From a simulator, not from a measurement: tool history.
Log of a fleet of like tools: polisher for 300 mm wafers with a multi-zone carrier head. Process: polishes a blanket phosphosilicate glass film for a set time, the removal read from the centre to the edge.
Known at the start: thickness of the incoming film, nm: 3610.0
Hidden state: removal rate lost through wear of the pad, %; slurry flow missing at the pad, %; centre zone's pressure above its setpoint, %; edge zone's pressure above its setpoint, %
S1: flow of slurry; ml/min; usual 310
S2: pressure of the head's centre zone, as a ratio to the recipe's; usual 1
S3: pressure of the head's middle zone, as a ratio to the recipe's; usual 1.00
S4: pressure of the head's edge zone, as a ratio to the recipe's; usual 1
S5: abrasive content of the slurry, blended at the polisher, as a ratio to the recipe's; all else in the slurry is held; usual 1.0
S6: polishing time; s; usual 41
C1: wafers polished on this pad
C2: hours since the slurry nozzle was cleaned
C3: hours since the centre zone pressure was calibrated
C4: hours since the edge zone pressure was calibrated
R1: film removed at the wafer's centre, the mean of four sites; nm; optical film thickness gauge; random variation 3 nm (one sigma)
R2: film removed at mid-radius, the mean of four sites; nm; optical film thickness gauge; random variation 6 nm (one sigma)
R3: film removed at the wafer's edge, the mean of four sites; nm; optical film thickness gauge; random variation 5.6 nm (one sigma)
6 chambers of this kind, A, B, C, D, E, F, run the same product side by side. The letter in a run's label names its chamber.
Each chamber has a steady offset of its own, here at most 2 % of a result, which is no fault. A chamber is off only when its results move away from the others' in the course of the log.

run 1D hour=2.6 | S1=310 S2=1 S3=1.00 S4=1 S5=1.0 S6=41 | C1=619 C2=79.5 C3=100.5 C4=549.8 | R1=414.15 R2=409.81 R3=420.08
run 2C hour=6.0 | S1=310 S2=1 S3=1.00 S4=1 S5=1.0 S6=41 | C1=291 C2=127.3 C3=413.4 C4=1033.0 | R1=424.22 R2=432.76 R3=409.83
run 3E hour=9.3 | S1=310 S2=1 S3=1.00 S4=1 S5=1.0 S6=41 | C1=395 C2=39.1 C3=506.4 C4=1197.7 | R1=423.62 R2=411.46 R3=415.45
run 4A hour=12.3 | S1=310 S2=1 S3=1.00 S4=1 S5=1.0 S6=41 | C1=460 C2=848.0 C3=345.8 C4=627.5 | R1=420.02 R2=407.47 R3=435.96
run 5F hour=16.4 | S1=310 S2=1 S3=1.00 S4=1 S5=1.0 S6=41 | C1=211 C2=131.6 C3=333.3 C4=659.5 | R1=419.52 R2=413.64 R3=423.78
run 6B hour=18.6 | S1=310 S2=1 S3=1.00 S4=1 S5=1.0 S6=41 | C1=854 C2=57.1 C3=691.3 C4=530.8 | R1=416.93 R2=420.64 R3=422.97
run 7D hour=21.5 | S1=310 S2=1 S3=1.00 S4=1 S5=1.0 S6=41 | C1=857 C2=98.4 C3=119.4 C4=568.7 | R1=415.69 R2=416.78 R3=415.67
run 8B hour=24.7 | S1=310 S2=1 S3=1.00 S4=1 S5=1.0 S6=41 | C1=931 C2=63.2 C3=697.4 C4=536.9 | R1=420.30 R2=414.25 R3=420.18
run 9E hour=28.2 | S1=310 S2=1 S3=1.00 S4=1 S5=1.0 S6=41 | C1=634 C2=58.0 C3=525.3 C4=1216.6 | R1=416.98 R2=415.74 R3=414.36
run 10C hour=32.2 | S1=310 S2=1 S3=1.00 S4=1 S5=1.0 S6=41 | C1=621 C2=153.5 C3=439.6 C4=1059.2 | R1=416.75 R2=415.87 R3=424.57
run 11A hour=34.2 | S1=310 S2=1 S3=1.00 S4=1 S5=1.0 S6=41 | C1=737 C2=869.9 C3=367.7 C4=649.4 | R1=416.86 R2=406.62 R3=422.21
run 12F hour=37.7 | S1=310 S2=1 S3=1.00 S4=1 S5=1.2 S6=41 | C1=480 C2=152.9 C3=354.6 C4=680.8 | R1=464.06 R2=459.26 R3=453.35
-- hour=38.4 chamber A: slurry nozzle cleaned
run 13E hour=40.9 | S1=310 S2=1 S3=1.00 S4=1 S5=1.2 S6=41 | C1=794 C2=70.7 C3=538.0 C4=1229.3 | R1=457.19 R2=455.41 R3=453.78
run 14D hour=45.1 | S1=310 S2=1 S3=1.00 S4=1 S5=1.2 S6=41 | C1=1155 C2=122.0 C3=143.0 C4=592.3 | R1=444.54 R2=453.46 R3=448.65
run 15C hour=49.2 | S1=310 S2=1 S3=1.00 S4=1 S5=1.2 S6=41 | C1=836 C2=170.5 C3=456.6 C4=1076.2 | R1=460.02 R2=464.46 R3=457.19
run 16B hour=52.0 | S1=310 S2=1 S3=1.00 S4=1 S5=1.2 S6=41 | C1=1275 C2=90.5 C3=724.7 C4=564.2 | R1=446.89 R2=446.36 R3=451.49
-- hour=52.7 chamber A: worn pad replaced by a new one
-- hour=53.0 chamber B: worn pad replaced by a new one
run 17A hour=56.0 | S1=310 S2=1 S3=1.00 S4=1 S5=1.2 S6=41 | C1=42 C2=17.6 C3=389.5 C4=671.2 | R1=452.03 R2=448.97 R3=452.40
-- hour=56.1 chamber A: edge zone pressure recalibrated
run 18F hour=58.6 | S1=310 S2=1 S3=1.00 S4=1 S5=1.0 S6=41 | C1=744 C2=173.8 C3=375.5 C4=701.7 | R1=421.83 R2=421.09 R3=417.69
-- hour=61.1 chamber C: worn pad replaced by a new one
run 19C hour=61.5 | S1=310 S2=1 S3=1.06 S4=1 S5=1.0 S6=55 | C1=6 C2=182.8 C3=468.9 C4=1088.5 | R1=575.48 R2=601.18 R3=548.15
run 20A hour=63.9 | S1=310 S2=1 S3=1.06 S4=1 S5=1.0 S6=55 | C1=141 C2=25.5 C3=397.4 C4=7.9 | R1=567.53 R2=583.07 R3=560.50
run 21D hour=66.8 | S1=310 S2=1 S3=1.06 S4=1 S5=1.0 S6=55 | C1=1429 C2=143.7 C3=164.7 C4=614.0 | R1=555.29 R2=575.61 R3=559.23
run 22B hour=69.7 | S1=310 S2=1 S3=1.06 S4=1 S5=1.0 S6=55 | C1=211 C2=108.2 C3=742.4 C4=581.9 | R1=565.77 R2=598.75 R3=575.98
-- hour=69.8 chamber D: worn pad replaced by a new one
run 23E hour=72.4 | S1=310 S2=1 S3=1.06 S4=1 S5=1.0 S6=55 | C1=1192 C2=102.2 C3=569.5 C4=1260.8 | R1=561.85 R2=600.64 R3=560.20
run 24F hour=76.6 | S1=310 S2=1 S3=1.06 S4=1 S5=1.0 S6=55 | C1=971 C2=191.8 C3=393.5 C4=719.7 | R1=563.17 R2=597.50 R3=554.57
run 25B hour=79.8 | S1=310 S2=1 S3=1.00 S4=1 S5=1.0 S6=41 | C1=338 C2=118.3 C3=752.5 C4=592.0 | R1=420.94 R2=420.97 R3=418.91
run 26E hour=82.7 | S1=310 S2=1 S3=1.00 S4=1 S5=1.0 S6=41 | C1=1322 C2=112.5 C3=579.8 C4=1271.1 | R1=417.52 R2=421.51 R3=424.51
run 27D hour=86.5 | S1=310 S2=1 S3=1.00 S4=1 S5=1.0 S6=41 | C1=211 C2=163.4 C3=184.4 C4=633.7 | R1=414.03 R2=413.28 R3=419.26
-- hour=86.6 chamber F: worn pad replaced by a new one
-- hour=86.6 chamber E: worn pad replaced by a new one
run 28A hour=89.6 | S1=310 S2=1 S3=1.00 S4=1 S5=1.0 S6=41 | C1=466 C2=51.2 C3=423.1 C4=33.6 | R1=424.58 R2=409.65 R3=423.48
run 29F hour=92.8 | S1=395 S2=1 S3=1.00 S4=1 S5=1.0 S6=47 | C1=79 C2=208.0 C3=409.7 C4=735.9 | R1=491.19 R2=485.67 R3=488.50
run 30C hour=94.9 | S1=395 S2=1 S3=1.00 S4=1 S5=1.0 S6=47 | C1=427 C2=216.2 C3=502.3 C4=1121.9 | R1=526.43 R2=491.24 R3=488.33
run 31E hour=98.7 | S1=395 S2=1 S3=1.00 S4=1 S5=1.0 S6=47 | C1=153 C2=128.5 C3=595.8 C4=1287.1 | R1=488.70 R2=502.83 R3=479.63
run 32C hour=102.4 | S1=395 S2=1 S3=1.00 S4=1 S5=1.0 S6=47 | C1=522 C2=223.7 C3=509.8 C4=1129.4 | R1=527.44 R2=494.42 R3=479.59
run 33A hour=104.7 | S1=395 S2=1 S3=1.00 S4=1 S5=1.0 S6=47 | C1=656 C2=66.3 C3=438.2 C4=48.7 | R1=487.98 R2=484.38 R3=490.06
run 34D hour=108.8 | S1=395 S2=1 S3=1.00 S4=1 S5=1.0 S6=47 | C1=493 C2=185.7 C3=206.7 C4=656.0 | R1=486.31 R2=490.95 R3=483.12
run 35B hour=111.2 | S1=355 S2=1 S3=1.00 S4=1 S5=1.0 S6=28 | C1=735 C2=149.7 C3=783.9 C4=623.4 | R1=293.03 R2=297.52 R3=288.98
run 36F hour=113.4 | S1=355 S2=1 S3=1.00 S4=1 S5=1.0 S6=28 | C1=339 C2=228.6 C3=430.3 C4=756.5 | R1=288.45 R2=285.28 R3=285.95
run 37B hour=117.3 | S1=355 S2=1 S3=1.00 S4=1 S5=1.0 S6=28 | C1=812 C2=155.8 C3=790.0 C4=629.5 | R1=293.23 R2=286.83 R3=292.68
run 38C hour=119.7 | S1=355 S2=1 S3=1.00 S4=1 S5=1.0 S6=28 | C1=740 C2=241.0 C3=527.1 C4=1146.7 | R1=315.20 R2=298.63 R3=287.23
run 39D hour=123.2 | S1=355 S2=1 S3=1.00 S4=1 S5=1.0 S6=28 | C1=674 C2=200.1 C3=221.1 C4=670.4 | R1=288.54 R2=284.28 R3=283.63

All 6 chambers run these settings next. Forecast each chamber's results:
run 40A hour=126.3 | S1=365 S2=1 S3=1.00 S4=1 S5=1.0 S6=41 | R1=? R2=? R3=?
run 40B hour=126.3 | S1=365 S2=1 S3=1.00 S4=1 S5=1.0 S6=41 | R1=? R2=? R3=?
run 40C hour=126.3 | S1=365 S2=1 S3=1.00 S4=1 S5=1.0 S6=41 | R1=? R2=? R3=?
run 40D hour=126.3 | S1=365 S2=1 S3=1.00 S4=1 S5=1.0 S6=41 | R1=? R2=? R3=?
run 40E hour=126.3 | S1=365 S2=1 S3=1.00 S4=1 S5=1.0 S6=41 | R1=? R2=? R3=?
run 40F hour=126.3 | S1=365 S2=1 S3=1.00 S4=1 S5=1.0 S6=41 | R1=? R2=? R3=?

run=40A R1=423.05 R2=419.93 R3=422.66
run=40B R1=426.27 R2=428.17 R3=415.50
run=40C R1=469.96 R2=430.28 R3=429.67
run=40D R1=421.53 R2=418.88 R3=422.95
run=40E R1=427.16 R2=424.35 R3=422.55
run=40F R1=431.65 R2=418.17 R3=425.26

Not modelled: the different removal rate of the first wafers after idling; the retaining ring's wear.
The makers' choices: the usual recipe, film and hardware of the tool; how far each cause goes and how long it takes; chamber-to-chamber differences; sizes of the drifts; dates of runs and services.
